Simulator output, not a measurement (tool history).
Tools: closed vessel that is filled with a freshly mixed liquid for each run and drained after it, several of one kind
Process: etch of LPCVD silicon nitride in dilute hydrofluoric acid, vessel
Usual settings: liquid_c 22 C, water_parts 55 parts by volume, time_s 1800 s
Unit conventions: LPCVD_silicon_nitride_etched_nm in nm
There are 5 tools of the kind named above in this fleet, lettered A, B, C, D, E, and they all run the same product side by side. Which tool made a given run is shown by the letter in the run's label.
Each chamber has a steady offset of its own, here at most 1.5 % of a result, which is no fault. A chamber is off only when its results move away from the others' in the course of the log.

run	hour	liquid_c	water_parts	time_s	read-back film thickness of the LPCVD silicon nitride reference wafer, read on the same gauge (nm)	LPCVD_silicon_nitride_etched_nm
1B	12.5	22	55	1800	100.02	14.913
2C	21.6	22	55	1800	99.996	15.202
3E	29.4	22	55	1800	99.993	15.069
4A	37.7	22	55	1800	100.01	15.112
5D	46.4	22	55	1800	100.03	15.119
6D	55.8	22	55	1800	99.986	15.074
# hour 63.3: chamber B: hydrofluoric acid flow meter replaced
7A	68.6	22	55	1800	99.991	15.082
8B	82.7	22	55	1800	99.979	14.965
9E	90.6	22	55	1800	99.987	15.128
# hour 93.2: chamber D: hydrofluoric acid flow meter replaced
10C	100.5	22	55	1800	99.98	15.202
11B	113.8	22	55	1800	99.994	14.871
12A	123	22	55	1800	99.993	15.028
13E	134.3	22	55	1800	99.996	15.065
14D	144.6	22	55	1800	100.02	15.072
15C	158.6	22	55	1800	99.975	15.2
16D	165.9	22	55	1800	99.991	15.016
17E	177.4	22	55	1800	99.976	15.01
18B	188.2	22	55	1800	99.995	14.799
19A	195.9	22	55	1800	100.02	14.94
20C	209.2	22	55	1800	99.975	15.222
21D	217.9	22	55	1800	99.988	14.947
22B	230.8	22	55	1800	100.01	14.665
23E	244	22	55	1800	99.98	15.122
24C	258.3	22	55	1800	100.02	15.175
25A	271.4	22	55	1800	99.989	14.97
26D	278.9	22	55	1800	100.01	14.983
27C	286.7	22	55	1800	100.01	15.107
28E	293.8	22	55	1800	100.03	15.031
29A	306.8	24.5	55	2145	100.02	21.167
30B	313.8	24.5	55	2145	99.953	20.702
31B	326.8	24.5	55	2145	100	20.655
32C	336.2	24.5	55	2145	100.02	21.343
33A	350.4	24.5	55	2145	99.996	21.242
34D	360.8	22	55	1800	99.986	15.065
35E	369.1	22	55	1800	99.997	15.06
36D	377.2	22	55	1800	99.989	15.039
37C	387.9	22	55	1800	99.99	15.142
38A	395.2	22	55	1800	100.01	15.133
39B	407.1	22	55	1800	100.02	14.367
40E	414.3	22	55	1800	100	14.956

Next, every chamber runs the same settings. What will each give?
41A	425	22	40	1800		?
41B	425	22	40	1800		?
41C	425	22	40	1800		?
41D	425	22	40	1800		?
41E	425	22	40	1800		?

run	LPCVD_silicon_nitride_etched_nm
41A	20.565
41B	19.778
41C	20.663
41D	20.497
41E	20.691
